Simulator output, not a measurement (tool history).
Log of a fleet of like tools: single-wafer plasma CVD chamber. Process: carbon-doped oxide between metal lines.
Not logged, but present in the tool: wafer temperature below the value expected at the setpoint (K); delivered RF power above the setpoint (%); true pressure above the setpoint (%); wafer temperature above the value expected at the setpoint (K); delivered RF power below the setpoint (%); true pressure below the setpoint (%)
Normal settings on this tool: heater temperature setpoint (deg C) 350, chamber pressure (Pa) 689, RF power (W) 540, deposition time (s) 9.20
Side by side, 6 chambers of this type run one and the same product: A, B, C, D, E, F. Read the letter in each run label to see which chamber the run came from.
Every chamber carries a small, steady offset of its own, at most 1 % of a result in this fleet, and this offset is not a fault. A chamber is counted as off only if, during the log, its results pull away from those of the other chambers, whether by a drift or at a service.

run,hour,heater temperature setpoint (deg C),chamber pressure (Pa),RF power (W),deposition time (s),hours since the last thermocouple change,hours since the last RF generator calibration,hours since the last manometer calibration,"read-back reference wafer on the same gauge, thickness_nm",mean film thickness on the monitor wafer (nm)
1E,4.3,350,689,540,9.20,995.4,421.2,940.1,58.999,50.271
2A,10.6,350,689,540,9.20,629.5,716.4,1780.8,58.985,50.720
3D,19.5,350,689,540,9.20,640.6,1297.6,808.1,59.051,50.627
4B,26.4,350,689,540,9.20,1144.1,333.5,91.6,58.973,50.049
5F,34.0,350,689,540,9.20,1339.1,858.9,642.6,58.991,50.595
6C,39.9,350,689,540,9.20,595.0,419.9,818.6,58.987,49.897
7B,45.2,350,689,540,9.20,1162.9,352.3,110.4,58.948,50.190
8F,51.0,350,689,540,9.20,1356.1,875.9,659.6,58.979,50.584
9D,56.4,343,689,540,8.23,677.5,1334.5,845.0,58.977,46.188
10E,61.2,343,689,540,8.23,1052.3,478.1,997.0,59.077,45.966
11C,69.3,343,689,540,8.23,624.4,449.3,848.0,58.998,45.583
12A,76.3,343,689,540,8.23,695.2,782.1,1846.5,59.007,46.851
13B,81.6,343,689,540,8.23,1199.3,388.7,146.8,59.028,45.679
14A,85.9,343,689,540,8.23,704.8,791.7,1856.1,58.977,46.782
15C,92.1,350,689,540,9.20,647.2,472.1,870.8,58.996,49.947
16E,97.1,350,689,540,9.20,1088.2,514.0,1032.9,59.040,50.433
17F,103.7,350,689,540,9.20,1408.8,928.6,712.3,58.984,50.865
# hour 105.1: chamber B: thermocouple changed; heater temperature recalibrated
# hour 110.1: chamber F: RF generator calibrated
18D,110.7,345,689,600,9.20,731.8,1388.8,899.3,58.981,54.404
19A,115.1,345,689,600,9.20,734.0,820.9,1885.3,59.019,55.104
20D,121.9,345,689,600,9.20,743.0,1400.0,910.5,59.054,54.624
21E,126.4,345,689,600,9.20,1117.5,543.3,1062.2,58.913,54.501
22F,131.9,345,689,600,9.20,1437.0,21.8,740.5,59.007,55.207
23C,137.7,345,689,600,9.20,692.8,517.7,916.4,58.951,54.007
24B,143.7,350,689,540,9.20,38.7,450.8,208.9,58.984,50.619
25F,151.9,350,689,540,9.20,1457.0,41.8,760.5,58.922,50.843
26A,157.6,345,689,540,9.20,776.5,863.4,1927.8,58.981,51.694
27C,163.3,345,689,540,9.20,718.4,543.3,942.0,59.045,50.783
28B,171.9,345,689,540,9.20,66.9,479.0,237.1,58.917,50.939
29D,176.9,345,689,540,9.20,798.0,1455.0,965.5,59.069,51.516
30E,184.2,345,689,540,9.20,1175.3,601.1,1120.0,59.023,51.273
31A,188.7,345,689,540,9.20,807.6,894.5,1958.9,59.027,51.749
32B,197.4,350,689,540,9.20,92.4,504.5,262.6,59.018,49.954
33D,201.4,350,689,540,9.20,822.5,1479.5,990.0,59.018,50.670
34E,210.6,350,689,540,9.20,1201.7,627.5,1146.4,58.956,50.472
35F,216.3,350,689,540,9.20,1521.4,106.2,824.9,59.077,50.611
36C,225.1,350,689,540,9.20,780.2,605.1,1003.8,59.028,49.891
37F,233.1,350,689,540,9.20,1538.2,123.0,841.7,59.041,51.078

Has any chamber moved away from the others, gradually or after a service, or does the common gauge drift, or do the chambers differ only by their own small steady offsets? State the chamber and the most likely cause if one applies.

No chamber stands off beyond its own small offset, and the gauge holds steady.

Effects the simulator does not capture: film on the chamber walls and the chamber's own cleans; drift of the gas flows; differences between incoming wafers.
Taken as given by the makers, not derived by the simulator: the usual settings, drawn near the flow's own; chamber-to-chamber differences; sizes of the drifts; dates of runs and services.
